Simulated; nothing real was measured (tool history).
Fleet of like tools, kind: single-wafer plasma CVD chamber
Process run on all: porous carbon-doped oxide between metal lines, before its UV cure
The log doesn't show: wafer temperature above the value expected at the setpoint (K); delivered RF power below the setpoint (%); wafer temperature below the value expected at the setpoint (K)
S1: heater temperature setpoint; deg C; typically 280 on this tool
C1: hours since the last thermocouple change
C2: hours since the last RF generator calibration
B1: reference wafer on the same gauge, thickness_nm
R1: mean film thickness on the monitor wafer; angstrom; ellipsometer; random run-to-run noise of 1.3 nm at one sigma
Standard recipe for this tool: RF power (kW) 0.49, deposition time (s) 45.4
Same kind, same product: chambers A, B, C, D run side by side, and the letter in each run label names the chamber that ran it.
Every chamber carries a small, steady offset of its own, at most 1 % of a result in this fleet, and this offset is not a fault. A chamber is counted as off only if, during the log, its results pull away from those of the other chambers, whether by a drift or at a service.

{"run": "1D", "hour": 10.0, "S1": 280, "RF power (kW)": 0.49, "deposition time (s)": 45.4, "C1": 1423.9, "C2": 898.3, "B1": 311.8, "R1": 2708.8}
{"hour": 15.4, "done": "chamber B: RF generator calibrated"}
{"run": "2B", "hour": 22.0, "S1": 280, "RF power (kW)": 0.49, "deposition time (s)": 45.4, "C1": 593.4, "C2": 6.7, "B1": 312.28, "R1": 2723.7}
{"run": "3A", "hour": 30.0, "S1": 280, "RF power (kW)": 0.49, "deposition time (s)": 45.4, "C1": 2787.2, "C2": 1056.4, "B1": 312.08, "R1": 2681.3}
{"run": "4C", "hour": 35.6, "S1": 280, "RF power (kW)": 0.49, "deposition time (s)": 45.4, "C1": 1254.3, "C2": 563, "B1": 312.01, "R1": 2704.6}
{"run": "5A", "hour": 41.2, "S1": 280, "RF power (kW)": 0.49, "deposition time (s)": 45.4, "C1": 2798.4, "C2": 1067.6, "B1": 312.12, "R1": 2690.5}
{"run": "6D", "hour": 48.0, "S1": 280, "RF power (kW)": 0.49, "deposition time (s)": 45.4, "C1": 1461.9, "C2": 936.3, "B1": 312.2, "R1": 2707.7}
{"run": "7B", "hour": 57.8, "S1": 280, "RF power (kW)": 0.42, "deposition time (s)": 38.7, "C1": 629.2, "C2": 42.5, "B1": 311.94, "R1": 2071.5}
{"run": "8C", "hour": 69.1, "S1": 280, "RF power (kW)": 0.42, "deposition time (s)": 38.7, "C1": 1287.8, "C2": 596.5, "B1": 311.94, "R1": 2059.9}
{"hour": 77.8, "done": "chamber A: thermocouple changed; heater temperature recalibrated"}
{"run": "9A", "hour": 81.3, "S1": 280, "RF power (kW)": 0.42, "deposition time (s)": 38.7, "C1": 3.5, "C2": 1107.7, "B1": 312.19, "R1": 2062.7}
{"run": "10C", "hour": 91.5, "S1": 280, "RF power (kW)": 0.42, "deposition time (s)": 38.7, "C1": 1310.2, "C2": 618.9, "B1": 312.14, "R1": 2065.8}
{"run": "11D", "hour": 99.0, "S1": 280, "RF power (kW)": 0.49, "deposition time (s)": 45.4, "C1": 1512.9, "C2": 987.3, "B1": 311.8, "R1": 2720.9}
{"run": "12B", "hour": 109.3, "S1": 269, "RF power (kW)": 0.4, "deposition time (s)": 45.4, "C1": 680.7, "C2": 94, "B1": 312.16, "R1": 2511.5}
{"run": "13D", "hour": 117.2, "S1": 269, "RF power (kW)": 0.4, "deposition time (s)": 45.4, "C1": 1531.1, "C2": 1005.5, "B1": 312.31, "R1": 2526.4}
{"run": "14B", "hour": 127.1, "S1": 269, "RF power (kW)": 0.4, "deposition time (s)": 45.4, "C1": 698.5, "C2": 111.8, "B1": 311.98, "R1": 2508.7}
{"run": "15C", "hour": 136.3, "S1": 269, "RF power (kW)": 0.4, "deposition time (s)": 45.4, "C1": 1355, "C2": 663.7, "B1": 312.06, "R1": 2491.7}
{"run": "16A", "hour": 143.8, "S1": 280, "RF power (kW)": 0.49, "deposition time (s)": 45.4, "C1": 66, "C2": 1170.2, "B1": 312.2, "R1": 2666}
{"run": "17B", "hour": 153.5, "S1": 280, "RF power (kW)": 0.49, "deposition time (s)": 45.4, "C1": 724.9, "C2": 138.2, "B1": 312.27, "R1": 2728.3}
{"run": "18C", "hour": 159.9, "S1": 280, "RF power (kW)": 0.49, "deposition time (s)": 45.4, "C1": 1378.6, "C2": 687.3, "B1": 312.04, "R1": 2678.3}
{"run": "19D", "hour": 165.4, "S1": 280, "RF power (kW)": 0.49, "deposition time (s)": 45.4, "C1": 1579.3, "C2": 1053.7, "B1": 311.83, "R1": 2739.7}
{"run": "20A", "hour": 171.0, "S1": 280, "RF power (kW)": 0.49, "deposition time (s)": 45.4, "C1": 93.2, "C2": 1197.4, "B1": 311.92, "R1": 2667.7}
{"run": "21B", "hour": 181.0, "S1": 280, "RF power (kW)": 0.49, "deposition time (s)": 45.4, "C1": 752.4, "C2": 165.7, "B1": 311.91, "R1": 2739.5}
{"run": "22D", "hour": 193.2, "S1": 280, "RF power (kW)": 0.49, "deposition time (s)": 45.4, "C1": 1607.1, "C2": 1081.5, "B1": 312.34, "R1": 2741.4}
{"run": "23A", "hour": 201.4, "S1": 280, "RF power (kW)": 0.49, "deposition time (s)": 45.4, "C1": 123.6, "C2": 1227.8, "B1": 311.91, "R1": 2675}
{"run": "24C", "hour": 212.6, "S1": 280, "RF power (kW)": 0.49, "deposition time (s)": 45.4, "C1": 1431.3, "C2": 740, "B1": 312.25, "R1": 2700.1}
{"hour": 221.1, "done": "chamber D: RF generator calibrated"}
{"run": "25A", "hour": 221.9, "S1": 280, "RF power (kW)": 0.49, "deposition time (s)": 45.4, "C1": 144.1, "C2": 1248.3, "B1": 312.12, "R1": 2664.2}
{"run": "26D", "hour": 232.5, "S1": 280, "RF power (kW)": 0.49, "deposition time (s)": 45.4, "C1": 1646.4, "C2": 11.4, "B1": 312.08, "R1": 2759.6}
{"run": "27C", "hour": 242.1, "S1": 280, "RF power (kW)": 0.49, "deposition time (s)": 45.4, "C1": 1460.8, "C2": 769.5, "B1": 311.99, "R1": 2690.3}
{"run": "28B", "hour": 251.0, "S1": 280, "RF power (kW)": 0.49, "deposition time (s)": 45.4, "C1": 822.4, "C2": 235.7, "B1": 311.7, "R1": 2722.9}
{"run": "29C", "hour": 262.3, "S1": 280, "RF power (kW)": 0.49, "deposition time (s)": 45.4, "C1": 1481, "C2": 789.7, "B1": 312.12, "R1": 2710}
{"run": "30D", "hour": 268.1, "S1": 280, "RF power (kW)": 0.49, "deposition time (s)": 45.4, "C1": 1682, "C2": 47, "B1": 311.8, "R1": 2780.6}
{"run": "31B", "hour": 276.7, "S1": 280, "RF power (kW)": 0.49, "deposition time (s)": 45.4, "C1": 848.1, "C2": 261.4, "B1": 312.2, "R1": 2712.1}
{"run": "32A", "hour": 286.6, "S1": 280, "RF power (kW)": 0.49, "deposition time (s)": 45.4, "C1": 208.8, "C2": 1313, "B1": 311.96, "R1": 2664.4}
{"run": "33B", "hour": 292.0, "S1": 265, "RF power (kW)": 0.49, "deposition time (s)": 45.4, "C1": 863.4, "C2": 276.7, "B1": 311.51, "R1": 3020.4}
{"run": "34D", "hour": 302.6, "S1": 265, "RF power (kW)": 0.49, "deposition time (s)": 45.4, "C1": 1716.5, "C2": 81.5, "B1": 312.09, "R1": 3122.2}
{"run": "35A", "hour": 311.3, "S1": 265, "RF power (kW)": 0.49, "deposition time (s)": 45.4, "C1": 233.5, "C2": 1337.7, "B1": 312.17, "R1": 2968.6}
{"run": "36C", "hour": 321.4, "S1": 265, "RF power (kW)": 0.49, "deposition time (s)": 45.4, "C1": 1540.1, "C2": 848.8, "B1": 312.29, "R1": 2978.2}
{"run": "37B", "hour": 332.9, "S1": 280, "RF power (kW)": 0.49, "deposition time (s)": 45.4, "C1": 904.3, "C2": 317.6, "B1": 311.83, "R1": 2732.4}

Predict what each chamber gives when all 4 of them run the settings below next.
{"run": "38A", "hour": 341.7, "S1": 280, "RF power (kW)": 0.49, "deposition time (s)": 52.8, "R1": "?"}
{"run": "38B", "hour": 341.7, "S1": 280, "RF power (kW)": 0.49, "deposition time (s)": 52.8, "R1": "?"}
{"run": "38C", "hour": 341.7, "S1": 280, "RF power (kW)": 0.49, "deposition time (s)": 52.8, "R1": "?"}
{"run": "38D", "hour": 341.7, "S1": 280, "RF power (kW)": 0.49, "deposition time (s)": 52.8, "R1": "?"}

run=38A R1=3079.6
run=38B R1=3183.7
run=38C R1=3132.2
run=38D R1=3255.6

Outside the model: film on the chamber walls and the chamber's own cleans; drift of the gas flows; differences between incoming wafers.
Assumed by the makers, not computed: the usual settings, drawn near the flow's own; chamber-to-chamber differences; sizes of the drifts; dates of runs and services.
